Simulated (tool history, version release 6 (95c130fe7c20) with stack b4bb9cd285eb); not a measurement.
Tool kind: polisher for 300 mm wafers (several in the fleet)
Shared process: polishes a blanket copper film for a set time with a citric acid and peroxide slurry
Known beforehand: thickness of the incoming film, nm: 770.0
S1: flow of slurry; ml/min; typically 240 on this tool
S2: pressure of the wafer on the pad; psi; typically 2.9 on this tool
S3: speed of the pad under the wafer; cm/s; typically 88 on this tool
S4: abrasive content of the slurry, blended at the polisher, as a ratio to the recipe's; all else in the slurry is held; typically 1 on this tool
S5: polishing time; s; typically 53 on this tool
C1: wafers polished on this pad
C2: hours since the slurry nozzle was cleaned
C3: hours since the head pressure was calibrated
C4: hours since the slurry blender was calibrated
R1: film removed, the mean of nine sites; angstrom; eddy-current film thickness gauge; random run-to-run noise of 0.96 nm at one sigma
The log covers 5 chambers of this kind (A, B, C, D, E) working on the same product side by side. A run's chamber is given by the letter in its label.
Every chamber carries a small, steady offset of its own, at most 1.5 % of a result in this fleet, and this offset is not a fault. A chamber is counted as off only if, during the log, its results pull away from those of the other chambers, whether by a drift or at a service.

| run | hour | S1 | S2 | S3 | S4 | S5 | C1 | C2 | C3 | C4 | R1 |
|---|---|---|---|---|---|---|---|---|---|---|---|
| 1C | 9.5 | 240 | 2.9 | 88 | 1 | 53 | 474 | 637.8 | 274.9 | 125.6 | 940.09 |
| 2D | 15.7 | 240 | 2.9 | 88 | 1 | 53 | 134 | 524.8 | 23.7 | 31.8 | 938.85 |
| 3A | 27.1 | 240 | 2.9 | 88 | 1 | 53 | 639 | 68.5 | 327.1 | 184.1 | 942.33 |
| 4E | 34.1 | 240 | 2.9 | 88 | 1 | 53 | 689 | 721.1 | 582.2 | 228.1 | 962.19 |
|  | 39.5 | chamber B: worn pad replaced by a new one |
|  | 43.5 | chamber D: slurry nozzle cleaned |
| 5B | 46.9 | 240 | 2.9 | 88 | 1 | 53 | 58 | 107.1 | 248.5 | 187.1 | 959.48 |
|  | 48.3 | chamber A: worn pad replaced by a new one |
| 6E | 60.1 | 240 | 2.9 | 88 | 1 | 53 | 894 | 747.1 | 608.2 | 254.1 | 968.75 |
|  | 65.1 | chamber D: worn pad replaced by a new one |
|  | 65.5 | chamber C: worn pad replaced by a new one |
| 7D | 73.6 | 240 | 2.9 | 88 | 1 | 53 | 67 | 30.2 | 81.6 | 89.7 | 960.79 |
|  | 79.7 | chamber B: slurry blender recalibrated |
| 8A | 84.7 | 285 | 3.7 | 88 | 1 | 53 | 287 | 126.1 | 384.7 | 241.7 | 1246.4 |
| 9C | 91.3 | 285 | 3.7 | 88 | 1 | 53 | 203 | 719.6 | 356.7 | 207.4 | 1208 |
|  | 99.6 | chamber C: slurry blender recalibrated |
|  | 102.9 | chamber A: head pressure recalibrated |
| 10B | 104.3 | 285 | 3.7 | 88 | 1 | 53 | 511 | 164.5 | 305.9 | 24.7 | 1250.5 |
| 11B | 112.2 | 285 | 3.7 | 88 | 1 | 53 | 573 | 172.4 | 313.8 | 32.6 | 1221 |
|  | 117.3 | chamber E: worn pad replaced by a new one |
| 12C | 124.3 | 285 | 3.7 | 88 | 1 | 53 | 464 | 752.6 | 389.7 | 24.7 | 1187.8 |
|  | 128.7 | chamber D: worn pad replaced by a new one |
|  | 135.7 | chamber E: slurry nozzle cleaned |
| 13D | 136.1 | 240 | 2.9 | 88 | 1 | 53 | 58 | 92.7 | 144.1 | 152.2 | 957.21 |
|  | 138.3 | chamber B: head pressure recalibrated |
| 14A | 145.1 | 240 | 2.9 | 88 | 1 | 53 | 764 | 186.5 | 42.3 | 302.1 | 949.89 |
|  | 153.4 | chamber C: worn pad replaced by a new one |
|  | 155.2 | chamber A: worn pad replaced by a new one |
| 15E | 156.4 | 240 | 2.9 | 88 | 1.3 | 47 | 309 | 20.7 | 704.5 | 350.4 | 909.52 |
|  | 159.9 | chamber C: head pressure recalibrated |
|  | 165.4 | chamber B: worn pad replaced by a new one |
| 16B | 168.9 | 240 | 2.9 | 88 | 1.3 | 47 | 27 | 229.1 | 30.7 | 89.3 | 904.67 |
| 17A | 179.3 | 240 | 2.9 | 88 | 1.3 | 47 | 190 | 220.7 | 76.5 | 336.3 | 900.89 |
| 18D | 188.3 | 240 | 2.9 | 88 | 1.3 | 47 | 470 | 144.9 | 196.3 | 204.4 | 887.2 |
| 19C | 198.9 | 240 | 2.9 | 88 | 1.3 | 47 | 359 | 827.2 | 39 | 99.3 | 861.98 |
|  | 203.6 | chamber D: worn pad replaced by a new one |
| 20E | 205.4 | 295 | 2.9 | 64 | 1 | 53 | 695 | 69.7 | 753.5 | 399.4 | 740.46 |
| 21B | 212 | 295 | 2.9 | 64 | 1 | 53 | 367 | 272.2 | 73.8 | 132.4 | 718.71 |
| 22A | 222.2 | 295 | 2.9 | 64 | 1 | 53 | 528 | 263.6 | 119.4 | 379.2 | 712.08 |
| 23E | 235.6 | 295 | 2.9 | 64 | 1 | 53 | 934 | 99.9 | 783.7 | 429.6 | 751.18 |
| 24D | 247.5 | 295 | 2.9 | 64 | 1 | 53 | 346 | 204.1 | 255.5 | 263.6 | 705.85 |
|  | 248.9 | chamber A: worn pad replaced by a new one |
|  | 249.3 | chamber A: slurry blender recalibrated |
| 25C | 253.9 | 240 | 2.9 | 88 | 1 | 53 | 793 | 882.2 | 94 | 154.3 | 930.86 |
|  | 260.2 | chamber C: worn pad replaced by a new one |
|  | 265.7 | chamber D: slurry blender recalibrated |
| 26C | 266.9 | 240 | 2.9 | 88 | 1 | 53 | 53 | 895.2 | 107 | 167.3 | 934.78 |
|  | 269.7 | chamber D: worn pad replaced by a new one |
| 27D | 275.6 | 240 | 2.9 | 102 | 1 | 65 | 47 | 232.2 | 283.6 | 10 | 1322.7 |
|  | 276.7 | chamber B: slurry blender recalibrated |
|  | 282.7 | chamber B: worn pad replaced by a new one |
|  | 287.8 | chamber E: slurry blender recalibrated |
| 28B | 288.8 | 240 | 2.9 | 102 | 1 | 65 | 48 | 349 | 150.6 | 12.1 | 1361.3 |
|  | 293.2 | chamber E: worn pad replaced by a new one |
| 29A | 299.4 | 240 | 2.9 | 102 | 1 | 65 | 398 | 340.8 | 196.6 | 50.2 | 1355.1 |
| 30E | 307.8 | 240 | 2.9 | 102 | 1 | 65 | 115 | 172.1 | 855.9 | 20 | 1459.7 |
| 31B | 315.3 | 240 | 2.9 | 102 | 1 | 65 | 257 | 375.5 | 177.1 | 38.6 | 1356.4 |

Each of the 5 chambers runs these same settings next. Fill in every chamber's results:
| 32A | 325.4 | 240 | 2.9 | 88 | 1 | 53 |  |  |  |  | ? |
| 32B | 325.4 | 240 | 2.9 | 88 | 1 | 53 |  |  |  |  | ? |
| 32C | 325.4 | 240 | 2.9 | 88 | 1 | 53 |  |  |  |  | ? |
| 32D | 325.4 | 240 | 2.9 | 88 | 1 | 53 |  |  |  |  | ? |
| 32E | 325.4 | 240 | 2.9 | 88 | 1 | 53 |  |  |  |  | ? |

| run | R1 |
|---|---|
| 32A | 940.15 |
| 32B | 943.66 |
| 32C | 935.9 |
| 32D | 937.19 |
| 32E | 1031.1 |
